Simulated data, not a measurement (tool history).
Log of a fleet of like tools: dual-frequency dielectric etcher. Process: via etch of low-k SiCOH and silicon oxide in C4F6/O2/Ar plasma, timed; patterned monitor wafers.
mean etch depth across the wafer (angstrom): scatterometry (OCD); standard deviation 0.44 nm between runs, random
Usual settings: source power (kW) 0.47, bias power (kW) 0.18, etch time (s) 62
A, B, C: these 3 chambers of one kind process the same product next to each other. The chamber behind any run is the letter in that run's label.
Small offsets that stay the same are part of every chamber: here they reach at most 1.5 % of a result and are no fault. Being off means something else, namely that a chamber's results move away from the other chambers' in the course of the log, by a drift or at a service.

| run | hour | source power (kW) | bias power (kW) | etch time (s) | read-back reference wafer on the same gauge, depth_nm | mean etch depth across the wafer (angstrom) |
|---|---|---|---|---|---|---|
| 1C | 4.5 | 0.47 | 0.18 | 62 | 145.02 | 1730.3 |
| 2B | 8.2 | 0.47 | 0.18 | 62 | 144.97 | 1724.8 |
| 3A | 11.8 | 0.47 | 0.18 | 62 | 145 | 1698.9 |
| 4C | 16.2 | 0.47 | 0.18 | 62 | 145.04 | 1725.6 |
| 5B | 21 | 0.47 | 0.18 | 62 | 144.87 | 1727.8 |
| 6A | 25.3 | 0.47 | 0.18 | 62 | 144.88 | 1693.1 |
| 7B | 29.6 | 0.47 | 0.18 | 62 | 145.06 | 1715 |
| 8A | 33.4 | 0.47 | 0.18 | 62 | 144.97 | 1695.3 |
|  | 34 | chamber A: wet clean of the chamber |
| 9C | 35.7 | 0.47 | 0.18 | 62 | 145.02 | 1731.7 |
| 10B | 39.5 | 0.47 | 0.18 | 62 | 144.96 | 1726.9 |
| 11C | 41.8 | 0.47 | 0.18 | 62 | 145.01 | 1731.7 |
| 12A | 45.5 | 0.47 | 0.18 | 62 | 144.99 | 1698.2 |
| 13C | 50.4 | 0.47 | 0.18 | 62 | 144.95 | 1730.4 |
| 14B | 53.4 | 0.47 | 0.18 | 62 | 145.04 | 1729.7 |
| 15A | 57.8 | 0.47 | 0.18 | 62 | 144.96 | 1702.1 |
| 16C | 62.5 | 0.4 | 0.18 | 62 | 144.97 | 1625.6 |
| 17A | 66.5 | 0.4 | 0.18 | 62 | 144.91 | 1597.9 |
| 18B | 71.4 | 0.4 | 0.18 | 62 | 145.05 | 1620.9 |
|  | 72.8 | chamber B: wet clean of the chamber |
| 19A | 75.3 | 0.47 | 0.18 | 62 | 145.01 | 1697.8 |
| 20B | 80.1 | 0.47 | 0.18 | 62 | 144.96 | 1722.2 |
| 21C | 84.4 | 0.47 | 0.18 | 62 | 145.02 | 1735 |
| 22B | 87.5 | 0.47 | 0.18 | 62 | 145 | 1722.3 |
| 23C | 90.8 | 0.47 | 0.149 | 49 | 144.99 | 1289.8 |
| 24A | 94.3 | 0.47 | 0.149 | 49 | 144.88 | 1260.5 |

Read the log: is a single chamber off, either drifting away or since a service, is the gauge that measures every chamber drifting, or is nothing wrong beyond small per-chamber offsets? Name any odd chamber and what most likely caused it.

The fleet is healthy, with each chamber sitting at its usual small offset and no drift in the gauge.

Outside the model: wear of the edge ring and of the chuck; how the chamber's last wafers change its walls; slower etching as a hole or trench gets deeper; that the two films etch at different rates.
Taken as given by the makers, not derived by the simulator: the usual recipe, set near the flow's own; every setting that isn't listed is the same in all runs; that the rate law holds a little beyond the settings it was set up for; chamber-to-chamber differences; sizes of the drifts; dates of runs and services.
